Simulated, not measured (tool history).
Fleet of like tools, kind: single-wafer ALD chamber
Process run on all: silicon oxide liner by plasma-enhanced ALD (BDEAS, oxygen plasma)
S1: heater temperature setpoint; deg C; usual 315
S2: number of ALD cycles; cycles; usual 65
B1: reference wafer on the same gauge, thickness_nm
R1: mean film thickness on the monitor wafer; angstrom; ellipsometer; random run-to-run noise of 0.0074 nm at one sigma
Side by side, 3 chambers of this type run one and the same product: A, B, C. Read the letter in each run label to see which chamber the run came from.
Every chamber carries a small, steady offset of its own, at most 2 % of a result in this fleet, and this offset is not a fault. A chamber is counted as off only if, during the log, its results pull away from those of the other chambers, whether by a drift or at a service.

{"run": "1C", "day": 0.308, "S1": 315, "S2": 65, "B1": 6.2671, "R1": 59.017}
{"run": "2B", "day": 0.65, "S1": 315, "S2": 65, "B1": 6.2651, "R1": 58.595}
{"run": "3A", "day": 0.9, "S1": 315, "S2": 65, "B1": 6.2643, "R1": 58.135}
{"run": "4C", "day": 1.158, "S1": 315, "S2": 65, "B1": 6.2665, "R1": 58.873}
{"run": "5A", "day": 1.442, "S1": 315, "S2": 65, "B1": 6.2637, "R1": 58.352}
{"run": "6B", "day": 1.812, "S1": 315, "S2": 65, "B1": 6.2587, "R1": 58.542}
{"run": "7A", "day": 2.025, "S1": 315, "S2": 65, "B1": 6.2607, "R1": 58.241}
{"run": "8C", "day": 2.404, "S1": 315, "S2": 71, "B1": 6.2573, "R1": 64.342}
{"run": "9B", "day": 2.625, "S1": 315, "S2": 71, "B1": 6.2567, "R1": 63.955}
{"run": "10B", "day": 2.808, "S1": 315, "S2": 71, "B1": 6.255, "R1": 63.962}
{"run": "11A", "day": 2.996, "S1": 315, "S2": 65, "B1": 6.2535, "R1": 58.169}
{"run": "12C", "day": 3.208, "S1": 315, "S2": 65, "B1": 6.2522, "R1": 58.904}
{"run": "13B", "day": 3.417, "S1": 315, "S2": 65, "B1": 6.2515, "R1": 58.586}
{"run": "14A", "day": 3.617, "S1": 315, "S2": 65, "B1": 6.2501, "R1": 58.092}
{"run": "15C", "day": 3.821, "S1": 315, "S2": 65, "B1": 6.2484, "R1": 58.928}
{"run": "16A", "day": 4.092, "S1": 315, "S2": 65, "B1": 6.2492, "R1": 58.023}
{"run": "17B", "day": 4.429, "S1": 315, "S2": 65, "B1": 6.2458, "R1": 58.539}
{"run": "18C", "day": 4.75, "S1": 315, "S2": 65, "B1": 6.2449, "R1": 58.852}
{"run": "19B", "day": 4.938, "S1": 315, "S2": 65, "B1": 6.243, "R1": 58.593}
{"run": "20A", "day": 5.254, "S1": 315, "S2": 65, "B1": 6.2416, "R1": 57.928}
{"run": "21C", "day": 5.608, "S1": 301, "S2": 65, "B1": 6.2393, "R1": 59.927}
{"run": "22C", "day": 5.812, "S1": 301, "S2": 65, "B1": 6.2403, "R1": 60.015}

Each of the 3 chambers runs these same settings next. Fill in every chamber's results:
{"run": "23A", "day": 6.104, "S1": 315, "S2": 65, "R1": "?"}
{"run": "23B", "day": 6.104, "S1": 315, "S2": 65, "R1": "?"}
{"run": "23C", "day": 6.104, "S1": 315, "S2": 65, "R1": "?"}

run=23A R1=58.054
run=23B R1=58.504
run=23C R1=58.724
